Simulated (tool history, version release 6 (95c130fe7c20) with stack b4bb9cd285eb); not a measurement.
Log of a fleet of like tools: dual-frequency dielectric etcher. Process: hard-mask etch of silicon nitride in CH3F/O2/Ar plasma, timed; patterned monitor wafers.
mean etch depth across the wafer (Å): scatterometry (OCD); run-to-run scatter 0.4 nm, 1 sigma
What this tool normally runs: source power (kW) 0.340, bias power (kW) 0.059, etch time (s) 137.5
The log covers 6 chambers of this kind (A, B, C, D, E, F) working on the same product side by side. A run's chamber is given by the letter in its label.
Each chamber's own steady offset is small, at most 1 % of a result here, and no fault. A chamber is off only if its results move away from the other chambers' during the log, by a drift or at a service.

| run | day | source power (kW) | bias power (kW) | etch time (s) | read-back reference wafer on the same gauge, depth_nm | mean etch depth across the wafer (Å) |
|---|---|---|---|---|---|---|
| 1C | 0.525 | 0.340 | 0.059 | 137.5 | 101.23 | 846.63 |
|  | 0.579 | chamber F: wet clean of the chamber |
| 2F | 0.950 | 0.340 | 0.059 | 137.5 | 101.22 | 853.27 |
| 3E | 1.321 | 0.340 | 0.059 | 137.5 | 101.29 | 850.99 |
|  | 1.621 | chamber B: wet clean of the chamber |
| 4D | 1.850 | 0.340 | 0.059 | 137.5 | 101.35 | 843.53 |
|  | 1.917 | chamber A: wet clean of the chamber |
| 5A | 2.271 | 0.340 | 0.059 | 137.5 | 101.26 | 848.79 |
|  | 2.279 | chamber E: source power generator calibrated |
| 6B | 2.575 | 0.340 | 0.059 | 137.5 | 101.15 | 847.58 |
| 7F | 2.962 | 0.340 | 0.059 | 137.5 | 101.24 | 854.84 |
|  | 3.212 | chamber C: wet clean of the chamber |
| 8E | 3.554 | 0.340 | 0.059 | 137.5 | 101.32 | 848.08 |
| 9B | 4.154 | 0.270 | 0.047 | 137.5 | 101.13 | 722.58 |
| 10C | 4.625 | 0.270 | 0.047 | 137.5 | 101.21 | 721.96 |
| 11D | 5.162 | 0.270 | 0.047 | 137.5 | 101.27 | 715.83 |
| 12A | 5.717 | 0.270 | 0.047 | 137.5 | 101.24 | 713.55 |
| 13A | 6.121 | 0.270 | 0.047 | 137.5 | 101.14 | 718.58 |
| 14D | 6.750 | 0.270 | 0.047 | 137.5 | 101.07 | 715.27 |
| 15F | 7.388 | 0.340 | 0.059 | 137.5 | 101.25 | 850.68 |
|  | 7.517 | chamber B: source power generator calibrated |
| 16B | 7.754 | 0.340 | 0.059 | 137.5 | 101.18 | 843.31 |
| 17C | 8.221 | 0.290 | 0.046 | 137.5 | 101.23 | 725.90 |
| 18E | 8.504 | 0.290 | 0.046 | 137.5 | 101.16 | 736.75 |
| 19C | 8.817 | 0.290 | 0.046 | 137.5 | 101.13 | 732.57 |
| 20E | 9.446 | 0.290 | 0.046 | 137.5 | 101.12 | 734.77 |
| 21A | 9.842 | 0.290 | 0.046 | 137.5 | 101.26 | 727.44 |
| 22B | 10.379 | 0.290 | 0.046 | 137.5 | 101.08 | 728.62 |
| 23F | 10.883 | 0.340 | 0.059 | 137.5 | 101.19 | 849.54 |
| 24D | 11.200 | 0.340 | 0.059 | 137.5 | 101.20 | 837.80 |
| 25A | 11.546 | 0.340 | 0.059 | 137.5 | 101.17 | 844.82 |
| 26B | 11.983 | 0.270 | 0.059 | 137.5 | 101.13 | 774.39 |
| 27C | 12.442 | 0.270 | 0.059 | 137.5 | 101.24 | 770.11 |
| 28D | 12.954 | 0.270 | 0.059 | 137.5 | 101.17 | 769.88 |
| 29E | 13.362 | 0.270 | 0.059 | 137.5 | 101.21 | 775.95 |
| 30F | 13.925 | 0.270 | 0.059 | 137.5 | 101.13 | 779.32 |
| 31F | 14.267 | 0.270 | 0.059 | 137.5 | 101.26 | 777.60 |
| 32E | 14.829 | 0.380 | 0.059 | 174.5 | 101.22 | 1120.20 |
| 33D | 15.296 | 0.380 | 0.059 | 174.5 | 101.28 | 1115.30 |
| 34A | 15.758 | 0.380 | 0.059 | 174.5 | 101.23 | 1125.30 |
|  | 15.850 | chamber E: bias power generator calibrated |
|  | 15.871 | chamber D: wet clean of the chamber |
| 35B | 16.212 | 0.380 | 0.059 | 174.5 | 101.15 | 1121.00 |
|  | 16.396 | chamber F: source power generator calibrated |
| 36C | 16.567 | 0.380 | 0.059 | 174.5 | 101.12 | 1117.30 |
| 37A | 16.867 | 0.380 | 0.059 | 174.5 | 101.19 | 1116.50 |
| 38C | 17.371 | 0.340 | 0.059 | 137.5 | 101.22 | 841.12 |
| 39D | 17.692 | 0.340 | 0.059 | 137.5 | 101.14 | 840.80 |
| 40E | 18.275 | 0.340 | 0.070 | 165.0 | 101.14 | 1075.40 |
| 41F | 18.846 | 0.340 | 0.070 | 165.0 | 101.15 | 1084.30 |

Which is it: a chamber that has drifted or been left off by a service, a gauge drift common to all chambers, or only each chamber's usual small offset? If a chamber is off, name it and its likeliest cause.

No chamber stands off beyond its own small offset, and the gauge holds steady.
